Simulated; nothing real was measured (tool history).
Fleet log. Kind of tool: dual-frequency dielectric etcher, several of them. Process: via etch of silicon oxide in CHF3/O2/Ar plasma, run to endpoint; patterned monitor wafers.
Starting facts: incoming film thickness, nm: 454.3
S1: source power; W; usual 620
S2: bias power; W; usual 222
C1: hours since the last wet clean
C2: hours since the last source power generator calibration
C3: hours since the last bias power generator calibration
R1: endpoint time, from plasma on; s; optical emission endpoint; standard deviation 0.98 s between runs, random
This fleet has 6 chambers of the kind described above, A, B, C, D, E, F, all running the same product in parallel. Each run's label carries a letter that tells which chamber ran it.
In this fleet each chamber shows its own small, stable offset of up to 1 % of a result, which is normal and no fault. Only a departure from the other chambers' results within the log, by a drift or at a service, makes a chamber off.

Run 1F, hour 11.3: usual settings; C1 236.2; C2 833.6; C3 1015.9. Result: R1 210.81 s.
Run 2E, hour 19.3: usual settings; C1 178.6; C2 58.9; C3 1394. Result: R1 213.74 s.
Run 3A, hour 26.4: usual settings; C1 190.9; C2 3085.1; C3 1325. Result: R1 212.43 s.
Run 4B, hour 33: usual settings; C1 83.3; C2 245; C3 3482.8. Result: R1 209.44 s.
Run 5D, hour 39.2: usual settings; C1 225; C2 1042.7; C3 1985. Result: R1 212.35 s.
Run 6C, hour 50.2: usual settings but S2 174 W; C1 69.3; C2 1980.2; C3 1526.4. Result: R1 230.94 s.
Run 7E, hour 57: usual settings but S2 174 W; C1 216.3; C2 96.6; C3 1431.7. Result: R1 232.06 s.
Run 8C, hour 64.7: usual settings but S2 174 W; C1 83.8; C2 1994.7; C3 1540.9. Result: R1 229.83 s.
Run 9A, hour 71.2: usual settings but S2 174 W; C1 235.7; C2 3129.9; C3 1369.8. Result: R1 230.53 s.
Run 10F, hour 83.5: usual settings but S2 174 W; C1 308.4; C2 905.8; C3 1088.1. Result: R1 231.64 s.
Run 11D, hour 97: usual settings but S2 174 W; C1 282.8; C2 1100.5; C3 2042.8. Result: R1 231.78 s.
Run 12B, hour 108.2: usual settings but S1 750 W, S2 175 W; C1 158.5; C2 320.2; C3 3558. Result: R1 212.43 s.
Run 13C, hour 116.2: usual settings but S1 750 W, S2 175 W; C1 135.3; C2 2046.2; C3 1592.4. Result: R1 213.97 s.
Run 14D, hour 122.2: usual settings but S1 750 W, S2 175 W; C1 308; C2 1125.7; C3 2068. Result: R1 215.11 s.
Run 15E, hour 130.9: usual settings but S1 750 W, S2 175 W; C1 290.2; C2 170.5; C3 1505.6. Result: R1 212.52 s.
Run 16B, hour 139.8: usual settings but S1 750 W, S2 175 W; C1 190.1; C2 351.8; C3 3589.6. Result: R1 211.14 s.
Run 17F, hour 148.3: usual settings but S1 750 W, S2 175 W; C1 373.2; C2 970.6; C3 1152.9. Result: R1 212 s.
Run 18A, hour 157.3: usual settings; C1 321.8; C2 3216; C3 1455.9. Result: R1 211.26 s.
At hour 161.3: chamber F: wet clean of the chamber.
Run 19A, hour 163.7: usual settings but S1 520 W, S2 189 W; C1 328.2; C2 3222.4; C3 1462.3. Result: R1 238.55 s.
Run 20E, hour 176.9: usual settings but S1 520 W, S2 189 W; C1 336.2; C2 216.5; C3 1551.6. Result: R1 241.01 s.
Run 21C, hour 187.7: usual settings but S1 520 W, S2 189 W; C1 206.8; C2 2117.7; C3 1663.9. Result: R1 239.04 s.
Run 22B, hour 198.1: usual settings but S1 520 W, S2 189 W; C1 248.4; C2 410.1; C3 3647.9. Result: R1 237.18 s.
Run 23F, hour 208.6: usual settings but S1 520 W, S2 189 W; C1 47.4; C2 1030.9; C3 1213.2. Result: R1 237.92 s.
Run 24D, hour 221.8: usual settings but S1 520 W, S2 189 W; C1 407.6; C2 1225.3; C3 2167.6. Result: R1 239.08 s.
Run 25C, hour 233.2: usual settings; C1 252.3; C2 2163.2; C3 1709.4. Result: R1 212.61 s.
Run 26A, hour 240.7: usual settings but S1 740 W; C1 405.2; C2 3299.4; C3 1539.3. Result: R1 196.33 s.
At hour 244: chamber A: wet clean of the chamber.
Run 27B, hour 250.2: usual settings but S1 740 W; C1 300.5; C2 462.2; C3 3700. Result: R1 193.96 s.
Run 28E, hour 259.7: usual settings but S1 740 W; C1 419; C2 299.3; C3 1634.4. Result: R1 197.98 s.
Run 29F, hour 270.3: usual settings but S1 740 W; C1 109.1; C2 1092.6; C3 1274.9. Result: R1 197.48 s.
Run 30D, hour 279.5: usual settings but S1 740 W; C1 465.3; C2 1283; C3 2225.3. Result: R1 200.09 s.
Run 31A, hour 290.8: usual settings but S1 740 W; C1 46.9; C2 3349.5; C3 1589.4. Result: R1 197.56 s.
Run 32B, hour 301.3: usual settings; C1 351.6; C2 513.3; C3 3751.1. Result: R1 209.52 s.
Run 33E, hour 308.4: usual settings; C1 467.7; C2 348; C3 1683.1. Result: R1 211.07 s.
Run 34D, hour 319.8: usual settings; C1 505.6; C2 1323.3; C3 2265.6. Result: R1 212.95 s.
Run 35C, hour 332.1: usual settings; C1 351.2; C2 2262.1; C3 1808.3. Result: R1 212.22 s.
Run 36F, hour 338: usual settings; C1 176.8; C2 1160.3; C3 1342.6. Result: R1 211.69 s.

Has any chamber moved away from the others, gradually or after a service, or does the common gauge drift, or do the chambers differ only by their own small steady offsets? State the chamber and the most likely cause if one applies.

All chambers stay in line apart from their small fixed offsets, and the gauge does not drift.

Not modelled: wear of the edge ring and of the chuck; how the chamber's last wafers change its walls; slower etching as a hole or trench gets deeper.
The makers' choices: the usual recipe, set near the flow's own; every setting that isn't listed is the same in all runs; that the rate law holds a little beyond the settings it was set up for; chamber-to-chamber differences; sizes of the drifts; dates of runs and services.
